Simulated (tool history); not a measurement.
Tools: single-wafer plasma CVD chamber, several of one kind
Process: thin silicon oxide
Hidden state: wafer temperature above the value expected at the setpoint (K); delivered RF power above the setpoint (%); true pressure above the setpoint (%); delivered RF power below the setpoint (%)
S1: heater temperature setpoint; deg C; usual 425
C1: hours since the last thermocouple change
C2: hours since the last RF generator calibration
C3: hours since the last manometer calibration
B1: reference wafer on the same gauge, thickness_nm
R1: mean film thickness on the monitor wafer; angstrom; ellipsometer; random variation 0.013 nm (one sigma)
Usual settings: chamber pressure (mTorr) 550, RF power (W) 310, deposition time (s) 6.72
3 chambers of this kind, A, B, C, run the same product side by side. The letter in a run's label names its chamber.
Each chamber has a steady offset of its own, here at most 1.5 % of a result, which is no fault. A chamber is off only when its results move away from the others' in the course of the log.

run 1C day=0.171 | S1=425 chamber_pressure_(mTorr)=550 RF_power_(W)=310 deposition_time_(s)=6.72 | C1=1484.3 C2=850.5 C3=2505.3 | B1=9.4412 | R1=83.305
run 2B day=0.296 | S1=425 chamber_pressure_(mTorr)=550 RF_power_(W)=310 deposition_time_(s)=6.72 | C1=567.3 C2=2200.1 C3=2090.9 | B1=9.4416 | R1=83.686
run 3A day=0.412 | S1=425 chamber_pressure_(mTorr)=550 RF_power_(W)=310 deposition_time_(s)=6.72 | C1=874.0 C2=1171.4 C3=619.4 | B1=9.4451 | R1=84.407
run 4C day=0.554 | S1=425 chamber_pressure_(mTorr)=550 RF_power_(W)=310 deposition_time_(s)=6.72 | C1=1493.5 C2=859.7 C3=2514.5 | B1=9.4422 | R1=83.416
run 5A day=0.667 | S1=425 chamber_pressure_(mTorr)=550 RF_power_(W)=310 deposition_time_(s)=6.72 | C1=880.1 C2=1177.5 C3=625.5 | B1=9.4493 | R1=84.457
run 6B day=0.808 | S1=425 chamber_pressure_(mTorr)=550 RF_power_(W)=310 deposition_time_(s)=6.72 | C1=579.6 C2=2212.4 C3=2103.2 | B1=9.4502 | R1=83.744
run 7B day=1.000 | S1=425 chamber_pressure_(mTorr)=550 RF_power_(W)=310 deposition_time_(s)=6.72 | C1=584.2 C2=2217.0 C3=2107.8 | B1=9.4486 | R1=83.677
run 8A day=1.254 | S1=425 chamber_pressure_(mTorr)=550 RF_power_(W)=310 deposition_time_(s)=6.72 | C1=894.2 C2=1191.6 C3=639.6 | B1=9.4521 | R1=84.395
run 9C day=1.438 | S1=425 chamber_pressure_(mTorr)=550 RF_power_(W)=310 deposition_time_(s)=6.72 | C1=1514.7 C2=880.9 C3=2535.7 | B1=9.4584 | R1=83.415
run 10C day=1.662 | S1=425 chamber_pressure_(mTorr)=550 RF_power_(W)=310 deposition_time_(s)=6.72 | C1=1520.1 C2=886.3 C3=2541.1 | B1=9.4575 | R1=83.591
run 11B day=1.900 | S1=425 chamber_pressure_(mTorr)=550 RF_power_(W)=310 deposition_time_(s)=6.72 | C1=605.8 C2=2238.6 C3=2129.4 | B1=9.4617 | R1=84.023
run 12A day=2.138 | S1=425 chamber_pressure_(mTorr)=550 RF_power_(W)=310 deposition_time_(s)=6.72 | C1=915.4 C2=1212.8 C3=660.8 | B1=9.4659 | R1=84.797
run 13C day=2.254 | S1=425 chamber_pressure_(mTorr)=550 RF_power_(W)=310 deposition_time_(s)=6.72 | C1=1534.3 C2=900.5 C3=2555.3 | B1=9.4653 | R1=83.768
run 14A day=2.429 | S1=425 chamber_pressure_(mTorr)=550 RF_power_(W)=310 deposition_time_(s)=5.43 | C1=922.4 C2=1219.8 C3=667.8 | B1=9.4698 | R1=68.275
run 15B day=2.646 | S1=425 chamber_pressure_(mTorr)=550 RF_power_(W)=310 deposition_time_(s)=5.43 | C1=623.7 C2=2256.5 C3=2147.3 | B1=9.4694 | R1=67.792
run 16C day=2.850 | S1=425 chamber_pressure_(mTorr)=550 RF_power_(W)=310 deposition_time_(s)=5.43 | C1=1548.6 C2=914.8 C3=2569.6 | B1=9.4733 | R1=67.722
run 17B day=2.971 | S1=417 chamber_pressure_(mTorr)=550 RF_power_(W)=290 deposition_time_(s)=6.72 | C1=631.5 C2=2264.3 C3=2155.1 | B1=9.4711 | R1=81.933
run 18A day=3.146 | S1=417 chamber_pressure_(mTorr)=550 RF_power_(W)=290 deposition_time_(s)=6.72 | C1=939.6 C2=1237.0 C3=685.0 | B1=9.4745 | R1=82.450
run 19A day=3.342 | S1=417 chamber_pressure_(mTorr)=550 RF_power_(W)=290 deposition_time_(s)=6.72 | C1=944.3 C2=1241.7 C3=689.7 | B1=9.4773 | R1=82.706
-- day=3.425 chamber C: capacitance manometer re-zeroed and calibrated
run 20C day=3.567 | S1=425 chamber_pressure_(mTorr)=550 RF_power_(W)=310 deposition_time_(s)=6.72 | C1=1565.8 C2=932.0 C3=3.5 | B1=9.4762 | R1=83.451
run 21B day=3.717 | S1=425 chamber_pressure_(mTorr)=550 RF_power_(W)=310 deposition_time_(s)=6.72 | C1=649.4 C2=2282.2 C3=2173.0 | B1=9.4786 | R1=83.864
run 22C day=3.850 | S1=425 chamber_pressure_(mTorr)=550 RF_power_(W)=310 deposition_time_(s)=7.34 | C1=1572.6 C2=938.8 C3=10.3 | B1=9.4824 | R1=91.353
run 23A day=4.104 | S1=425 chamber_pressure_(mTorr)=550 RF_power_(W)=310 deposition_time_(s)=7.34 | C1=962.6 C2=1260.0 C3=708.0 | B1=9.4834 | R1=92.747
run 24B day=4.283 | S1=425 chamber_pressure_(mTorr)=550 RF_power_(W)=310 deposition_time_(s)=7.34 | C1=663.0 C2=2295.8 C3=2186.6 | B1=9.4831 | R1=91.648
run 25B day=4.450 | S1=425 chamber_pressure_(mTorr)=550 RF_power_(W)=310 deposition_time_(s)=6.72 | C1=667.0 C2=2299.8 C3=2190.6 | B1=9.4888 | R1=84.075
run 26C day=4.704 | S1=425 chamber_pressure_(mTorr)=550 RF_power_(W)=345 deposition_time_(s)=6.72 | C1=1593.1 C2=959.3 C3=30.8 | B1=9.4929 | R1=87.336
run 27A day=4.875 | S1=425 chamber_pressure_(mTorr)=550 RF_power_(W)=345 deposition_time_(s)=6.72 | C1=981.1 C2=1278.5 C3=726.5 | B1=9.4948 | R1=88.383
run 28B day=5.046 | S1=425 chamber_pressure_(mTorr)=550 RF_power_(W)=345 deposition_time_(s)=6.72 | C1=681.3 C2=2314.1 C3=2204.9 | B1=9.4921 | R1=87.746
run 29A day=5.267 | S1=425 chamber_pressure_(mTorr)=622 RF_power_(W)=310 deposition_time_(s)=7.20 | C1=990.5 C2=1287.9 C3=735.9 | B1=9.4985 | R1=103.510

All 3 chambers run these settings next. Forecast each chamber's results:
run 30A day=5.450 | S1=425 chamber_pressure_(mTorr)=451 RF_power_(W)=310 deposition_time_(s)=6.72 | R1=?
run 30B day=5.450 | S1=425 chamber_pressure_(mTorr)=451 RF_power_(W)=310 deposition_time_(s)=6.72 | R1=?
run 30C day=5.450 | S1=425 chamber_pressure_(mTorr)=451 RF_power_(W)=310 deposition_time_(s)=6.72 | R1=?

run=30A R1=68.227
run=30B R1=67.108
run=30C R1=66.953
